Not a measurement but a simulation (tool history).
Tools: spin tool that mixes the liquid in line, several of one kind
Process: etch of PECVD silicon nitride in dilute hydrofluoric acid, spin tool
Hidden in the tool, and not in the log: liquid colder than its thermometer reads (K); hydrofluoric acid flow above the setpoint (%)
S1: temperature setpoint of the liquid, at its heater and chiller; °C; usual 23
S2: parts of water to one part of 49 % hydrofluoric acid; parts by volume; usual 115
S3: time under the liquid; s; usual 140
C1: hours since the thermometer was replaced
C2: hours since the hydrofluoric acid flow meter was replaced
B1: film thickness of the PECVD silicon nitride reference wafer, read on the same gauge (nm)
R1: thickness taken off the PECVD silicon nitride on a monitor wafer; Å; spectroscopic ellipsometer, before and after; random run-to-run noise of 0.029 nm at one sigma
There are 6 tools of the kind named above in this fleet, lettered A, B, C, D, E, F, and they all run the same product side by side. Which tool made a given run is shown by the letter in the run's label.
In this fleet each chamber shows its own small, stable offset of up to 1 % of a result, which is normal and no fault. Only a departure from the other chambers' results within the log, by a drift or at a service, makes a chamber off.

| run | hour | S1 | S2 | S3 | C1 | C2 | B1 | R1 |
|---|---|---|---|---|---|---|---|---|
|  | 1.8 | chamber A: thermometer replaced |
| 1B | 6.0 | 23 | 115 | 140 | 2119.1 | 1969.9 | 69.966 | 59.979 |
| 2F | 11.2 | 23 | 115 | 140 | 88.9 | 443.6 | 69.992 | 61.088 |
| 3C | 14.7 | 23 | 115 | 140 | 325.8 | 498.4 | 69.998 | 61.489 |
| 4D | 20.2 | 23 | 115 | 140 | 836.2 | 775.9 | 69.981 | 60.883 |
| 5A | 25.4 | 23 | 115 | 140 | 23.7 | 1264.4 | 70.012 | 59.951 |
| 6E | 31.4 | 23 | 115 | 140 | 536.7 | 1178.3 | 69.983 | 61.162 |
| 7C | 36.1 | 23 | 115 | 140 | 347.2 | 519.8 | 69.996 | 62.080 |
| 8A | 43.5 | 23 | 115 | 140 | 41.8 | 1282.5 | 70.003 | 59.641 |
| 9D | 48.4 | 23 | 115 | 140 | 864.4 | 804.1 | 70.034 | 60.573 |
| 10E | 53.5 | 23 | 165 | 140 | 558.8 | 1200.4 | 69.975 | 42.466 |
| 11B | 59.2 | 23 | 165 | 140 | 2172.3 | 2023.1 | 69.985 | 41.729 |
| 12F | 62.6 | 23 | 165 | 140 | 140.3 | 495.0 | 70.001 | 42.489 |
| 13B | 69.5 | 23 | 165 | 140 | 2182.6 | 2033.4 | 70.015 | 42.043 |
| 14D | 75.1 | 23 | 165 | 140 | 891.1 | 830.8 | 70.022 | 42.546 |
| 15F | 82.5 | 23 | 165 | 140 | 160.2 | 514.9 | 69.990 | 42.445 |
| 16C | 87.4 | 23 | 115 | 140 | 398.5 | 571.1 | 69.995 | 61.247 |
| 17A | 91.6 | 23 | 115 | 140 | 89.9 | 1330.6 | 70.016 | 60.163 |
| 18E | 96.9 | 23 | 115 | 140 | 602.2 | 1243.8 | 70.013 | 61.207 |
| 19B | 101.7 | 23 | 115 | 140 | 2214.8 | 2065.6 | 69.985 | 60.181 |
| 20D | 105.2 | 23 | 115 | 140 | 921.2 | 860.9 | 69.992 | 60.958 |
| 21E | 108.7 | 23 | 115 | 140 | 614.0 | 1255.6 | 70.004 | 60.860 |
| 22A | 114.3 | 23 | 115 | 140 | 112.6 | 1353.3 | 70.021 | 59.732 |
| 23F | 119.8 | 23 | 115 | 140 | 197.5 | 552.2 | 70.017 | 60.801 |
| 24C | 124.7 | 23 | 115 | 140 | 435.8 | 608.4 | 69.992 | 60.921 |
| 25E | 130.1 | 23 | 115 | 140 | 635.4 | 1277.0 | 69.985 | 60.929 |
| 26B | 137.5 | 23 | 115 | 140 | 2250.6 | 2101.4 | 69.967 | 59.852 |
| 27F | 144.4 | 23 | 115 | 140 | 222.1 | 576.8 | 69.998 | 60.857 |
| 28D | 148.1 | 23 | 115 | 140 | 964.1 | 903.8 | 70.007 | 61.472 |
| 29C | 155.4 | 23 | 65 | 140 | 466.5 | 639.1 | 69.998 | 106.310 |
| 30A | 161.6 | 23 | 65 | 140 | 159.9 | 1400.6 | 70.005 | 106.210 |
| 31A | 164.8 | 23 | 65 | 140 | 163.1 | 1403.8 | 69.972 | 106.170 |
| 32B | 168.7 | 23 | 65 | 140 | 2281.8 | 2132.6 | 69.992 | 106.490 |
| 33E | 173.7 | 23 | 65 | 140 | 679.0 | 1320.6 | 70.014 | 106.770 |
| 34F | 180.2 | 23 | 65 | 140 | 257.9 | 612.6 | 70.009 | 107.440 |
| 35D | 186.9 | 23 | 115 | 140 | 1002.9 | 942.6 | 70.031 | 60.676 |
| 36C | 192.3 | 23 | 60 | 140 | 503.4 | 676.0 | 69.984 | 115.110 |
| 37C | 198.2 | 23 | 60 | 140 | 509.3 | 681.9 | 70.024 | 115.590 |
| 38A | 204.5 | 23 | 60 | 140 | 202.8 | 1443.5 | 69.982 | 114.950 |
| 39E | 210.7 | 23 | 60 | 140 | 716.0 | 1357.6 | 69.995 | 116.710 |
| 40D | 215.1 | 23 | 60 | 140 | 1031.1 | 970.8 | 69.990 | 116.690 |

Predict what each chamber gives when all 6 of them run the settings below next.
| 41A | 220.5 | 23 | 115 | 140 |  |  |  | ? |
| 41B | 220.5 | 23 | 115 | 140 |  |  |  | ? |
| 41C | 220.5 | 23 | 115 | 140 |  |  |  | ? |
| 41D | 220.5 | 23 | 115 | 140 |  |  |  | ? |
| 41E | 220.5 | 23 | 115 | 140 |  |  |  | ? |
| 41F | 220.5 | 23 | 115 | 140 |  |  |  | ? |

| run | R1 |
|---|---|
| 41A | 60.052 |
| 41B | 59.755 |
| 41C | 60.739 |
| 41D | 61.081 |
| 41E | 61.255 |
| 41F | 61.008 |

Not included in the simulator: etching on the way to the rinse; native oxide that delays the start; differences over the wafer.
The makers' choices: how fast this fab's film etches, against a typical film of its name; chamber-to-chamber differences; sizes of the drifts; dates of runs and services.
